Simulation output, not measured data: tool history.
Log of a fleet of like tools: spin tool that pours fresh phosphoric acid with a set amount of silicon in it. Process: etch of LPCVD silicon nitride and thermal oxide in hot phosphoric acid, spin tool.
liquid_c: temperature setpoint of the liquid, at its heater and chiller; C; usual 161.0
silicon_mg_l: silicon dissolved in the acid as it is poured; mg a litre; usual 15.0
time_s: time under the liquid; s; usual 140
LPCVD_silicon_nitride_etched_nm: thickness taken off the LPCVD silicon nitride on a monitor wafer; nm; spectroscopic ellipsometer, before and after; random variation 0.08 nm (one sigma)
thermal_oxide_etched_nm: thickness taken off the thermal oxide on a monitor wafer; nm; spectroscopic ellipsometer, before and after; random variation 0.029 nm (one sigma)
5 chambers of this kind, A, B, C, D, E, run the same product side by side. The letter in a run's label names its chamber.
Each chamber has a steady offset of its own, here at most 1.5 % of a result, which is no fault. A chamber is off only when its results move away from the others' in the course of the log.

run,hour,liquid_c,silicon_mg_l,time_s,hours since the thermometer was replaced,hours since the dissolved silicon flow meter was replaced,hours since the heated supply line was repaired,"read-back film thickness of the LPCVD silicon nitride reference wafer, read on the same gauge (nm)","read-back film thickness of the thermal oxide reference wafer, read on the same gauge (nm)",LPCVD_silicon_nitride_etched_nm,thermal_oxide_etched_nm
1D,2.4,161.0,15.0,140,426.0,1781.1,1868.9,59.999,50.009,11.7270,0.31329
2E,6.4,161.0,15.0,140,474.2,2031.1,1320.1,60.000,49.987,11.6210,0.31578
3C,10.3,161.0,15.0,140,226.6,1486.9,1228.0,59.993,49.997,11.4950,0.27038
4B,13.1,161.0,15.0,140,324.0,392.6,2208.4,60.003,49.997,11.5300,0.26404
5A,17.1,161.0,15.0,140,1803.6,948.7,297.4,60.014,50.055,11.6300,0.28443
# hour 19.0: chamber E: thermometer replaced
6C,19.3,161.0,15.0,75,235.6,1495.9,1237.0,59.996,50.013,6.1233,0.16877
7E,21.5,161.0,15.0,75,2.5,2046.2,1335.2,60.010,49.962,6.2929,0.16962
8B,23.6,161.0,15.0,75,334.5,403.1,2218.9,59.996,49.948,6.0925,0.13980
9D,26.3,161.0,15.0,75,449.9,1805.0,1892.8,60.011,49.965,6.1683,0.16965
10A,28.5,161.0,15.0,75,1815.0,960.1,308.8,59.987,49.960,6.2293,0.15252
11E,32.5,161.0,15.0,140,13.5,2057.2,1346.2,59.999,49.980,11.7270,0.24376
12C,36.0,161.0,15.0,140,252.3,1512.6,1253.7,59.995,50.033,11.5200,0.30692
13D,40.0,161.0,15.0,140,463.6,1818.7,1906.5,59.972,50.020,11.5810,0.26209
14B,43.8,161.0,15.0,140,354.7,423.3,2239.1,60.001,50.041,11.2840,0.30528
15A,46.0,161.0,15.0,140,1832.5,977.6,326.3,59.985,49.992,11.6050,0.24697
16B,49.3,161.0,15.0,140,360.2,428.8,2244.6,60.009,50.003,11.2090,0.27013
17E,52.4,158.5,15.0,100,33.4,2077.1,1366.1,60.012,49.987,7.7301,0.17564
18A,55.5,158.5,15.0,100,1842.0,987.1,335.8,60.049,50.037,7.6350,0.16611
19D,58.8,158.5,15.0,100,482.4,1837.5,1925.3,59.999,50.022,7.5619,0.17320
# hour 58.9: chamber C: dissolved silicon flow meter replaced
20C,61.3,158.5,15.0,100,277.6,2.5,1279.0,60.014,49.980,7.5601,0.15586
21D,63.4,158.5,15.0,100,487.0,1842.1,1929.9,59.988,49.983,7.6405,0.17461
22B,66.2,161.0,15.0,140,377.1,445.7,2261.5,60.020,50.024,10.9950,0.25735
23C,69.8,161.0,15.0,140,286.1,11.0,1287.5,59.997,49.990,11.4870,0.24585
24A,73.3,158.0,7.5,140,1859.8,1004.9,353.6,59.964,50.009,10.3670,0.30103
25E,76.9,158.0,7.5,140,57.9,2101.6,1390.6,59.969,50.021,10.6180,0.30589
26C,80.6,158.0,7.5,140,296.9,21.8,1298.3,60.020,50.006,10.4480,0.30354
27B,84.7,158.0,7.5,140,395.6,464.2,2280.0,60.012,50.011,9.7797,0.25686
28E,88.2,158.0,7.5,140,69.2,2112.9,1401.9,59.998,49.975,10.5740,0.29234
29A,90.4,161.0,15.0,140,1876.9,1022.0,370.7,59.963,50.042,11.5970,0.26986
30D,93.1,161.0,15.0,140,516.7,1871.8,1959.6,59.973,49.998,11.6120,0.32428
31B,96.2,161.0,15.0,140,407.1,475.7,2291.5,59.973,49.992,10.6960,0.25168
32A,98.2,161.0,15.0,140,1884.7,1029.8,378.5,59.994,50.019,11.5730,0.26968

Next, every chamber runs the same settings. What will each give?
33A,101.5,161.0,15.0,170,,,,,,?,?
33B,101.5,161.0,15.0,170,,,,,,?,?
33C,101.5,161.0,15.0,170,,,,,,?,?
33D,101.5,161.0,15.0,170,,,,,,?,?
33E,101.5,161.0,15.0,170,,,,,,?,?

run,LPCVD_silicon_nitride_etched_nm,thermal_oxide_etched_nm
33A,14.0280,0.34234
33B,12.8940,0.29855
33C,13.8530,0.30876
33D,14.0890,0.34814
33E,14.2810,0.35710

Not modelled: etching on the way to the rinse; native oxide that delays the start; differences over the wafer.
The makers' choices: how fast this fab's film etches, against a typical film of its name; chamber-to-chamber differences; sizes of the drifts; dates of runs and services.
